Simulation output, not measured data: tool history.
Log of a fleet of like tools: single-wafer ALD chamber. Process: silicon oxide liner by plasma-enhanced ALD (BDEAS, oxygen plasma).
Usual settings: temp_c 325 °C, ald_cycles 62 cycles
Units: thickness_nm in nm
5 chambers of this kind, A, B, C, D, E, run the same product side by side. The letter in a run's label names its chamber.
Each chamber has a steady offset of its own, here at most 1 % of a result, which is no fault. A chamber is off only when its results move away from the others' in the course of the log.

run   hour  temp_c  ald_cycles  hours since the last thermocouple change  read-back reference wafer on the same gauge, thickness_nm  thickness_nm
 1E   10.5     325          62                                     820.5                                                     5.4409        5.5733
 2D   22.6     325          62                                     917.3                                                     5.4373        5.5602
 3C   33.8     325          62                                     362.2                                                     5.4395        5.6082
 4B   42.2     325          62                                     172.3                                                     5.4434        5.5212
 5A   49.6     316          62                                     523.7                                                     5.4395        5.6621
 6D   56.5     316          62                                     951.2                                                     5.4378        5.6569
 7C   62.3     316          62                                     390.7                                                     5.4402        5.7196
 8E   72.1     316          62                                     882.1                                                     5.4390        5.6350
 9A   77.5     316          62                                     551.6                                                     5.4396        5.6563
10B   87.9     325          62                                     218.0                                                     5.4418        5.5307
11B   96.2     325          62                                     226.3                                                     5.4389        5.5326
12D  101.6     325          62                                     996.3                                                     5.4387        5.5829
13C  110.9     325          62                                     439.3                                                     5.4404        5.6285
14A  117.4     314          50                                     591.5                                                     5.4371        4.5792
15E  126.8     314          50                                     936.8                                                     5.4376        4.5643
16D  137.4     314          50                                    1032.1                                                     5.4387        4.5795
17E  144.2     314          50                                     954.2                                                     5.4409        4.5565
18B  155.4     314          50                                     285.5                                                     5.4431        4.5109
19C  162.1     325          62                                     490.5                                                     5.4386        5.6254
20A  167.6     325          62                                     641.7                                                     5.4408        5.5843
21E  174.9     318          53                                     984.9                                                     5.4384        4.8009
22A  181.2     318          53                                     655.3                                                     5.4403        4.8214
23B  190.6     318          53                                     320.7                                                     5.4382        4.7926
24D  201.3     318          53                                    1096.0                                                     5.4355        4.8177
25C  211.6     318          53                                     540.0                                                     5.4401        4.8447
26C  217.5     325          57                                     545.9                                                     5.4420        5.1442
27D  229.6     325          57                                    1124.3                                                     5.4436        5.1356
28B  235.4     325          57                                     365.5                                                     5.4414        5.0913
29A  242.2     325          57                                     716.3                                                     5.4393        5.1331
30E  249.0     325          57                                    1059.0                                                     5.4417        5.1001
31C  255.3     325          62                                     583.7                                                     5.4401        5.6322
32A  267.2     325          62                                     741.3                                                     5.4412        5.5857
33D  274.7     325          62                                    1169.4                                                     5.4414        5.5809
34B  282.8     325          62                                     412.9                                                     5.4419        5.5141
35E  291.7     325          62                                    1101.7                                                     5.4369        5.5419
36D  303.7     325          62                                    1198.4                                                     5.4362        5.5640
37B  313.3     317          72                                     443.4                                                     5.4404        6.5081

Is one chamber off against the others, does the gauge drift, or is nothing wrong? If a chamber is off, say which, and what the likeliest cause is.

No chamber stands off beyond its own small offset, and the gauge holds steady.
